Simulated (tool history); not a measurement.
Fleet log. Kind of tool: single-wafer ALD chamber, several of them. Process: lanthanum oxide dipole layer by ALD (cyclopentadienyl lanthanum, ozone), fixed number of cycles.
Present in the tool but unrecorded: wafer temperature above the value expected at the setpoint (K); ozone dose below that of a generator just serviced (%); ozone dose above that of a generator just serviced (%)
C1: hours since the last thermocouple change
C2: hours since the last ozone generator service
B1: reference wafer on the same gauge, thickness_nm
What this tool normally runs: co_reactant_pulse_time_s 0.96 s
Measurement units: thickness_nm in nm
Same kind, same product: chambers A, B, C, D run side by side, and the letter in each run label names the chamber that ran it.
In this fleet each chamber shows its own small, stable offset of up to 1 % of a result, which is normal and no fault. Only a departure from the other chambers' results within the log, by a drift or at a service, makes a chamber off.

Run 1D, hour 14.5: usual settings; C1 431.8; C2 670.6; B1 0.41899. Result: thickness_nm 0.48895 nm.
Run 2C, hour 25.0: usual settings; C1 1634.2; C2 234.8; B1 0.41911. Result: thickness_nm 0.49502 nm.
Run 3A, hour 38.9: usual settings; C1 444.7; C2 1800.9; B1 0.41916. Result: thickness_nm 0.48958 nm.
At hour 43.1: chamber B: ozone generator serviced.
Run 4B, hour 55.2: usual settings; C1 1597.6; C2 12.1; B1 0.41924. Result: thickness_nm 0.49428 nm.
Run 5D, hour 65.2: usual settings; C1 482.5; C2 721.3; B1 0.41931. Result: thickness_nm 0.48906 nm.
At hour 68.6: chamber A: ozone generator serviced.
Run 6A, hour 79.7: usual settings; C1 485.5; C2 11.2; B1 0.41942. Result: thickness_nm 0.49063 nm.
At hour 80.7: chamber D: ozone generator serviced.
Run 7C, hour 92.4: usual settings; C1 1701.6; C2 302.2; B1 0.41952. Result: thickness_nm 0.49528 nm.
Run 8B, hour 101.8: usual settings; C1 1644.2; C2 58.7; B1 0.41946. Result: thickness_nm 0.49551 nm.
Run 9D, hour 109.0: usual settings; C1 526.3; C2 28.3; B1 0.41949. Result: thickness_nm 0.49071 nm.
Run 10C, hour 116.2: usual settings; C1 1725.4; C2 326.0; B1 0.41959. Result: thickness_nm 0.49595 nm.
Run 11B, hour 129.2: usual settings; C1 1671.6; C2 86.1; B1 0.41968. Result: thickness_nm 0.49356 nm.
Run 12A, hour 136.5: usual settings; C1 542.3; C2 68.0; B1 0.41967. Result: thickness_nm 0.49128 nm.
Run 13A, hour 152.6: usual settings; C1 558.4; C2 84.1; B1 0.41981. Result: thickness_nm 0.49083 nm.
Run 14B, hour 160.7: usual settings; C1 1703.1; C2 117.6; B1 0.41973. Result: thickness_nm 0.49420 nm.
Run 15C, hour 169.5: usual settings; C1 1778.7; C2 379.3; B1 0.41988. Result: thickness_nm 0.49479 nm.
Run 16D, hour 180.5: usual settings; C1 597.8; C2 99.8; B1 0.41978. Result: thickness_nm 0.49121 nm.
Run 17C, hour 196.6: usual settings; C1 1805.8; C2 406.4; B1 0.42002. Result: thickness_nm 0.49507 nm.
Run 18A, hour 205.9: usual settings but co_reactant_pulse_time_s 1.13 s; C1 611.7; C2 137.4; B1 0.42004. Result: thickness_nm 0.51466 nm.
Run 19B, hour 215.7: usual settings but co_reactant_pulse_time_s 1.13 s; C1 1758.1; C2 172.6; B1 0.42000. Result: thickness_nm 0.51910 nm.
Run 20D, hour 228.8: usual settings but co_reactant_pulse_time_s 1.13 s; C1 646.1; C2 148.1; B1 0.42011. Result: thickness_nm 0.51668 nm.
At hour 232.2: chamber C: ozone generator serviced.
Run 21C, hour 238.3: usual settings but co_reactant_pulse_time_s 1.13 s; C1 1847.5; C2 6.1; B1 0.42017. Result: thickness_nm 0.52211 nm.
Run 22D, hour 250.5: usual settings; C1 667.8; C2 169.8; B1 0.42015. Result: thickness_nm 0.49257 nm.
Run 23A, hour 259.5: usual settings; C1 665.3; C2 191.0; B1 0.42034. Result: thickness_nm 0.49133 nm.
Run 24B, hour 272.1: usual settings; C1 1814.5; C2 229.0; B1 0.42030. Result: thickness_nm 0.49508 nm.
Run 25C, hour 286.0: usual settings; C1 1895.2; C2 53.8; B1 0.42040. Result: thickness_nm 0.49674 nm.
Run 26A, hour 298.9: usual settings; C1 704.7; C2 230.4; B1 0.42046. Result: thickness_nm 0.49175 nm.
Run 27B, hour 313.3: usual settings; C1 1855.7; C2 270.2; B1 0.42042. Result: thickness_nm 0.49494 nm.
Run 28D, hour 321.3: usual settings; C1 738.6; C2 240.6; B1 0.42073. Result: thickness_nm 0.49191 nm.
Run 29D, hour 336.3: usual settings; C1 753.6; C2 255.6; B1 0.42067. Result: thickness_nm 0.49149 nm.
Run 30C, hour 346.7: usual settings; C1 1955.9; C2 114.5; B1 0.42077. Result: thickness_nm 0.49732 nm.

All 4 chambers run these settings next. Forecast each chamber's results:
Run 31A, hour 358.5: usual settings but co_reactant_pulse_time_s 1.32 s. Result: thickness_nm ?.
Run 31B, hour 358.5: usual settings but co_reactant_pulse_time_s 1.32 s. Result: thickness_nm ?.
Run 31C, hour 358.5: usual settings but co_reactant_pulse_time_s 1.32 s. Result: thickness_nm ?.
Run 31D, hour 358.5: usual settings but co_reactant_pulse_time_s 1.32 s. Result: thickness_nm ?.

run  thickness_nm
31A       0.53437
31B       0.53856
31C       0.54186
31D       0.53582
